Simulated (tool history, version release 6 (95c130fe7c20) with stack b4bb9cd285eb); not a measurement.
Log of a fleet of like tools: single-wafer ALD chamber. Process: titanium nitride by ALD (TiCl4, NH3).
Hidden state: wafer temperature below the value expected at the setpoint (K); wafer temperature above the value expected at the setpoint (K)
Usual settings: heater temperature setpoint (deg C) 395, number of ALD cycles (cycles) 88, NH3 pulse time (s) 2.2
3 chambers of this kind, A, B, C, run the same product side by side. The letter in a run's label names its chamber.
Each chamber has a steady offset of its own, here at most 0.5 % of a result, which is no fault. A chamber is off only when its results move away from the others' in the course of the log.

| run | hour | heater temperature setpoint (deg C) | number of ALD cycles (cycles) | NH3 pulse time (s) | hours since the last thermocouple change | read-back reference wafer on the same gauge, thickness_nm | mean film thickness on the monitor wafer (angstrom) |
|---|---|---|---|---|---|---|---|
| 1C | 3.7 | 395 | 88 | 2.2 | 145.1 | 1.8401 | 19.458 |
| 2A | 6.5 | 395 | 88 | 2.2 | 680.6 | 1.8401 | 19.37 |
| 3B | 12 | 395 | 88 | 2.2 | 623.8 | 1.841 | 19.341 |
| 4C | 16.7 | 395 | 88 | 2.2 | 158.1 | 1.8412 | 19.462 |
| 5B | 20.4 | 395 | 71 | 2.2 | 632.2 | 1.842 | 15.641 |
| 6A | 23.7 | 395 | 71 | 2.2 | 697.8 | 1.842 | 15.62 |
| 7B | 29.2 | 395 | 71 | 2.2 | 641 | 1.842 | 15.631 |
| 8A | 32.1 | 395 | 88 | 2.2 | 706.2 | 1.8423 | 19.369 |
| 9C | 38 | 395 | 88 | 2.2 | 179.4 | 1.8433 | 19.505 |
| 10A | 42.3 | 395 | 88 | 2.2 | 716.4 | 1.8428 | 19.378 |
| 11B | 48.2 | 381 | 80 | 2.2 | 660 | 1.8439 | 17.424 |
| 12C | 53.1 | 381 | 80 | 2.2 | 194.5 | 1.8437 | 17.537 |
| 13A | 59.3 | 381 | 80 | 2.2 | 733.4 | 1.8447 | 17.464 |
| 14C | 63 | 408 | 76 | 2.2 | 204.4 | 1.8455 | 17 |
| 15B | 67.9 | 408 | 76 | 2.2 | 679.7 | 1.8452 | 16.864 |
| 16C | 72.6 | 408 | 76 | 2.2 | 214 | 1.8453 | 16.99 |
| 17A | 75.4 | 395 | 88 | 2.2 | 749.5 | 1.8457 | 19.464 |
| 18B | 80 | 395 | 88 | 2.2 | 691.8 | 1.8465 | 19.439 |
| 19A | 84.4 | 384 | 88 | 2.88 | 758.5 | 1.8466 | 19.494 |
| 20B | 88.4 | 384 | 88 | 2.88 | 700.2 | 1.8465 | 19.539 |
| 21C | 92.3 | 384 | 88 | 2.88 | 233.7 | 1.8476 | 19.659 |
| 22B | 96.1 | 395 | 88 | 2.2 | 707.9 | 1.8471 | 19.468 |
| 23C | 101.7 | 395 | 88 | 2.2 | 243.1 | 1.8475 | 19.589 |
| 24A | 105.5 | 395 | 88 | 2.2 | 779.6 | 1.8481 | 19.489 |

Next, every chamber runs the same settings. What will each give?
| 25A | 110 | 395 | 88 | 2.2 |  |  | ? |
| 25B | 110 | 395 | 88 | 2.2 |  |  | ? |
| 25C | 110 | 395 | 88 | 2.2 |  |  | ? |

| run | mean film thickness on the monitor wafer (angstrom) |
|---|---|
| 25A | 19.476 |
| 25B | 19.413 |
| 25C | 19.569 |

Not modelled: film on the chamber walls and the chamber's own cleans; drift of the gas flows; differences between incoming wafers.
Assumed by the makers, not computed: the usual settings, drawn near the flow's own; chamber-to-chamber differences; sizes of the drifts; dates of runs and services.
